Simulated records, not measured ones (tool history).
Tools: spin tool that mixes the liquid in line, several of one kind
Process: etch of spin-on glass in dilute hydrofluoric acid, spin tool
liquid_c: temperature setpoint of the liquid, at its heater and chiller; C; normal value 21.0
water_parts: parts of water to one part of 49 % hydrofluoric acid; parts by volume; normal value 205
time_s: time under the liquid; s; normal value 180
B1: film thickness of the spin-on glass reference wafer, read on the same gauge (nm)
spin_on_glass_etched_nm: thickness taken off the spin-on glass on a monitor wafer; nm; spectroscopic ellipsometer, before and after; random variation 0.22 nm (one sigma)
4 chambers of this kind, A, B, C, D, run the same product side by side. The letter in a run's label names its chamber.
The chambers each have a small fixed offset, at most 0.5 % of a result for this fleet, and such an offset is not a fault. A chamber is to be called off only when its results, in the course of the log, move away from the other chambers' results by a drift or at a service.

Run 1D, day 0.379: usual settings; B1 150.01. Result: spin_on_glass_etched_nm 31.314 nm.
At day 0.558: chamber D: hydrofluoric acid flow meter replaced.
Run 2C, day 0.838: usual settings; B1 150.01. Result: spin_on_glass_etched_nm 31.858 nm.
Run 3B, day 1.212: usual settings; B1 150.01. Result: spin_on_glass_etched_nm 31.698 nm.
Run 4A, day 1.725: usual settings; B1 150.01. Result: spin_on_glass_etched_nm 31.595 nm.
At day 1.771: chamber A: thermometer replaced.
Run 5A, day 2.183: usual settings but liquid_c 17.5 C, water_parts 130 parts by volume; B1 149.98. Result: spin_on_glass_etched_nm 46.033 nm.
Run 6D, day 2.608: usual settings but liquid_c 17.5 C, water_parts 130 parts by volume; B1 150.00. Result: spin_on_glass_etched_nm 45.731 nm.
Run 7B, day 2.942: usual settings but liquid_c 17.5 C, water_parts 130 parts by volume; B1 150.02. Result: spin_on_glass_etched_nm 47.185 nm.
Run 8C, day 3.492: usual settings but liquid_c 17.5 C, water_parts 130 parts by volume; B1 150.04. Result: spin_on_glass_etched_nm 46.028 nm.
At day 3.996: chamber D: thermometer replaced.
Run 9A, day 4.008: usual settings; B1 149.96. Result: spin_on_glass_etched_nm 31.553 nm.
Run 10B, day 4.538: usual settings; B1 150.00. Result: spin_on_glass_etched_nm 31.119 nm.
Run 11D, day 4.954: usual settings; B1 149.97. Result: spin_on_glass_etched_nm 30.947 nm.
Run 12C, day 5.354: usual settings; B1 150.02. Result: spin_on_glass_etched_nm 30.776 nm.
Run 13A, day 5.917: usual settings; B1 149.98. Result: spin_on_glass_etched_nm 31.494 nm.
Run 14D, day 6.379: usual settings; B1 150.02. Result: spin_on_glass_etched_nm 31.619 nm.
Run 15C, day 6.975: usual settings; B1 150.01. Result: spin_on_glass_etched_nm 30.837 nm.
Run 16B, day 7.496: usual settings; B1 149.97. Result: spin_on_glass_etched_nm 31.399 nm.
Run 17C, day 7.971: usual settings; B1 150.00. Result: spin_on_glass_etched_nm 30.785 nm.
At day 8.112: chamber A: hydrofluoric acid flow meter replaced.
Run 18A, day 8.517: usual settings; B1 149.99. Result: spin_on_glass_etched_nm 31.447 nm.
Run 19B, day 9.033: usual settings; B1 149.98. Result: spin_on_glass_etched_nm 31.324 nm.
At day 9.304: chamber C: hydrofluoric acid flow meter replaced.
Run 20D, day 9.504: usual settings but time_s 115 s; B1 149.98. Result: spin_on_glass_etched_nm 20.102 nm.
Run 21A, day 9.817: usual settings but time_s 115 s; B1 150.01. Result: spin_on_glass_etched_nm 20.173 nm.
Run 22B, day 10.183: usual settings but time_s 115 s; B1 150.00. Result: spin_on_glass_etched_nm 20.180 nm.
Run 23D, day 10.538: usual settings but time_s 115 s; B1 150.01. Result: spin_on_glass_etched_nm 20.311 nm.
Run 24C, day 10.942: usual settings but water_parts 275 parts by volume, time_s 145 s; B1 149.99. Result: spin_on_glass_etched_nm 16.832 nm.
Run 25C, day 11.279: usual settings but water_parts 275 parts by volume, time_s 145 s; B1 150.01. Result: spin_on_glass_etched_nm 17.225 nm.
Run 26A, day 11.558: usual settings but water_parts 275 parts by volume, time_s 145 s; B1 150.03. Result: spin_on_glass_etched_nm 17.564 nm.
Run 27B, day 12.054: usual settings but water_parts 275 parts by volume, time_s 145 s; B1 150.00. Result: spin_on_glass_etched_nm 17.448 nm.
Run 28D, day 12.633: usual settings; B1 150.00. Result: spin_on_glass_etched_nm 31.504 nm.
Run 29D, day 12.950: usual settings; B1 149.99. Result: spin_on_glass_etched_nm 31.570 nm.
Run 30A, day 13.283: usual settings; B1 150.01. Result: spin_on_glass_etched_nm 31.171 nm.
Run 31C, day 13.642: usual settings; B1 149.98. Result: spin_on_glass_etched_nm 29.577 nm.
Run 32B, day 14.079: usual settings; B1 149.97. Result: spin_on_glass_etched_nm 31.084 nm.

Decide between three cases: one chamber stands off from its peers, the gauge reading all wafers drifts, or nothing is wrong past each chamber's small offset. Where a chamber is off, say which and what most likely put it there.

Chamber C drifts away from the others.
Likeliest cause: liquid colder than its thermometer reads (K) = 1.59.

Which of the 4 candidates below, each the usual settings with something changed and its results left as question marks, puts chamber C back in line with what the other chambers give on the usual settings?
Maximum distance from the other chambers' mean on the usual settings for a result to count as in line: spin_on_glass_etched_nm 0.770 nm
Run 33C-1, day 14.508: usual settings but water_parts 225 parts by volume. Result: spin_on_glass_etched_nm ?.
Run 33C-2, day 14.508: usual settings but liquid_c 23.5 C. Result: spin_on_glass_etched_nm ?.
Run 33C-3, day 14.508: usual settings but water_parts 195 parts by volume. Result: spin_on_glass_etched_nm ?.
Run 33C-4, day 14.508: usual settings but water_parts 210 parts by volume, time_s 175 s. Result: spin_on_glass_etched_nm ?.

Mean of the other chambers on the usual settings: spin_on_glass_etched_nm 31.391 nm
  run  spin_on_glass_etched_nm
33C-1                   26.509
33C-2                   32.589
33C-3                   31.399
33C-4                   27.978
The answer is 33C-3, which returns the chamber to within the allowed miss of the others.
